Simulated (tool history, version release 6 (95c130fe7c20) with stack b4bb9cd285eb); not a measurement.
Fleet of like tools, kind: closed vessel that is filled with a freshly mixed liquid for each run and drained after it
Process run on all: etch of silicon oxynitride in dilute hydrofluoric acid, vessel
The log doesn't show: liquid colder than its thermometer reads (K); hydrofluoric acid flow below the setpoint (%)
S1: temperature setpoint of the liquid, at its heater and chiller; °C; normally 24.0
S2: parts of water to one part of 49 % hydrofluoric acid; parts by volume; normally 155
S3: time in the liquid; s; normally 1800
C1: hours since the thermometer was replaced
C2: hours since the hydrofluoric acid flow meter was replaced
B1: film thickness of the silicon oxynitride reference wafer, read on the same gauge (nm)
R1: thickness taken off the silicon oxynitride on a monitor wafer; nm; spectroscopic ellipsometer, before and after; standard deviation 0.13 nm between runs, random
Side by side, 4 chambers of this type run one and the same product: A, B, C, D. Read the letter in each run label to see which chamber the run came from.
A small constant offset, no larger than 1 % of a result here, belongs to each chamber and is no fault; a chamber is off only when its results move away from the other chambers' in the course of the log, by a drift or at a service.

| run | hour | S1 | S2 | S3 | C1 | C2 | B1 | R1 |
|---|---|---|---|---|---|---|---|---|
| 1A | 7.9 | 24.0 | 155 | 1800 | 605.1 | 491.7 | 129.99 | 17.5620 |
| 2D | 14.4 | 24.0 | 155 | 1800 | 457.0 | 570.1 | 130.00 | 17.7330 |
| 3C | 18.8 | 24.0 | 155 | 1800 | 880.5 | 189.7 | 129.99 | 17.6960 |
| 4B | 24.5 | 24.0 | 155 | 1800 | 795.8 | 522.1 | 129.99 | 17.2700 |
| 5B | 32.9 | 24.0 | 155 | 1800 | 804.2 | 530.5 | 130.01 | 17.6130 |
| 6C | 41.1 | 24.0 | 200 | 2205 | 902.8 | 212.0 | 130.00 | 16.3720 |
| 7D | 49.4 | 24.0 | 200 | 2205 | 492.0 | 605.1 | 130.01 | 16.0290 |
| 8A | 53.9 | 24.0 | 200 | 2205 | 651.1 | 537.7 | 130.00 | 16.2700 |
| 9A | 58.2 | 24.0 | 200 | 2205 | 655.4 | 542.0 | 130.00 | 16.0890 |
|  | 61.1 | chamber D: hydrofluoric acid flow meter replaced |
| 10C | 66.4 | 26.5 | 85 | 1800 | 928.1 | 237.3 | 129.97 | 37.7880 |
| 11B | 72.7 | 26.5 | 85 | 1800 | 844.0 | 570.3 | 130.00 | 38.6070 |
| 12D | 80.7 | 26.5 | 85 | 1800 | 523.3 | 19.7 | 130.02 | 37.0730 |
| 13D | 84.5 | 26.5 | 85 | 1800 | 527.1 | 23.5 | 130.00 | 37.8150 |
| 14A | 91.6 | 24.0 | 155 | 1800 | 688.8 | 575.4 | 130.03 | 17.7750 |
| 15B | 97.6 | 24.0 | 155 | 1800 | 868.9 | 595.2 | 130.02 | 17.2650 |
| 16C | 102.0 | 28.0 | 155 | 745 | 963.7 | 272.9 | 129.98 | 8.7091 |
| 17A | 107.6 | 28.0 | 155 | 745 | 704.8 | 591.4 | 130.00 | 8.7766 |
| 18B | 113.6 | 28.0 | 155 | 745 | 884.9 | 611.2 | 130.02 | 8.6589 |
| 19D | 121.9 | 28.0 | 155 | 745 | 564.5 | 60.9 | 130.01 | 8.4658 |
| 20C | 128.5 | 24.0 | 155 | 1800 | 990.2 | 299.4 | 130.00 | 17.7690 |
| 21C | 136.2 | 24.0 | 155 | 1800 | 997.9 | 307.1 | 130.00 | 17.8410 |
| 22A | 141.1 | 24.0 | 155 | 1800 | 738.3 | 624.9 | 130.01 | 17.7720 |
| 23D | 146.0 | 24.0 | 155 | 1800 | 588.6 | 85.0 | 130.00 | 17.0940 |
| 24B | 151.1 | 24.0 | 155 | 1800 | 922.4 | 648.7 | 130.00 | 17.5940 |
| 25B | 157.3 | 24.0 | 155 | 1800 | 928.6 | 654.9 | 129.99 | 17.2990 |
|  | 157.7 | chamber B: hydrofluoric acid flow meter replaced |
| 26D | 163.6 | 24.0 | 155 | 1800 | 606.2 | 102.6 | 130.00 | 16.7960 |
| 27A | 172.0 | 24.0 | 155 | 1800 | 769.2 | 655.8 | 130.00 | 17.4720 |
| 28C | 176.4 | 24.0 | 155 | 1800 | 1038.1 | 347.3 | 129.99 | 17.6690 |
| 29B | 184.1 | 24.0 | 155 | 1800 | 955.4 | 26.5 | 130.01 | 17.5010 |
| 30C | 189.8 | 24.0 | 155 | 1800 | 1051.5 | 360.7 | 130.01 | 17.8530 |
| 31A | 194.5 | 24.0 | 155 | 1800 | 791.7 | 678.3 | 130.01 | 17.6740 |
| 32D | 198.9 | 24.0 | 155 | 1800 | 641.5 | 137.9 | 130.00 | 16.4650 |
| 33C | 207.1 | 24.0 | 155 | 1800 | 1068.8 | 378.0 | 129.99 | 17.8520 |
| 34A | 213.7 | 27.5 | 155 | 880 | 810.9 | 697.5 | 130.00 | 10.0910 |
| 35B | 218.9 | 27.5 | 155 | 880 | 990.2 | 61.3 | 129.99 | 10.0720 |

What goes on in this fleet: one chamber off, a drifting gauge, or nothing beyond the chambers' own small offsets? Name the chamber and the cause, if any.

One chamber, D, drifts off from the rest bit by bit.
Cause: liquid colder than its thermometer reads (K) = 1.58.

Here are 4 candidates for chamber D's next run, each the usual settings with a change, their results left as question marks. Which one brings its results back in line with what the others give on the usual settings?
To be in line, a result may differ from the other chambers' mean on the usual settings by at most: R1 0.4700 nm
| 36D-1 | 225.1 | 24.0 | 155 | 1835 |  |  |  | ? |
| 36D-2 | 225.1 | 24.0 | 155 | 1765 |  |  |  | ? |
| 36D-3 | 225.1 | 24.0 | 165 | 1800 |  |  |  | ? |
| 36D-4 | 225.1 | 24.0 | 150 | 1865 |  |  |  | ? |

What the other chambers average on the usual settings: R1 17.6520 nm
| run | R1 |
|---|---|
| 36D-1 | 16.6820 |
| 36D-2 | 16.0460 |
| 36D-3 | 15.2730 |
| 36D-4 | 17.5760 |
36D-4 is the one that brings the chamber's results back in line with the other chambers.
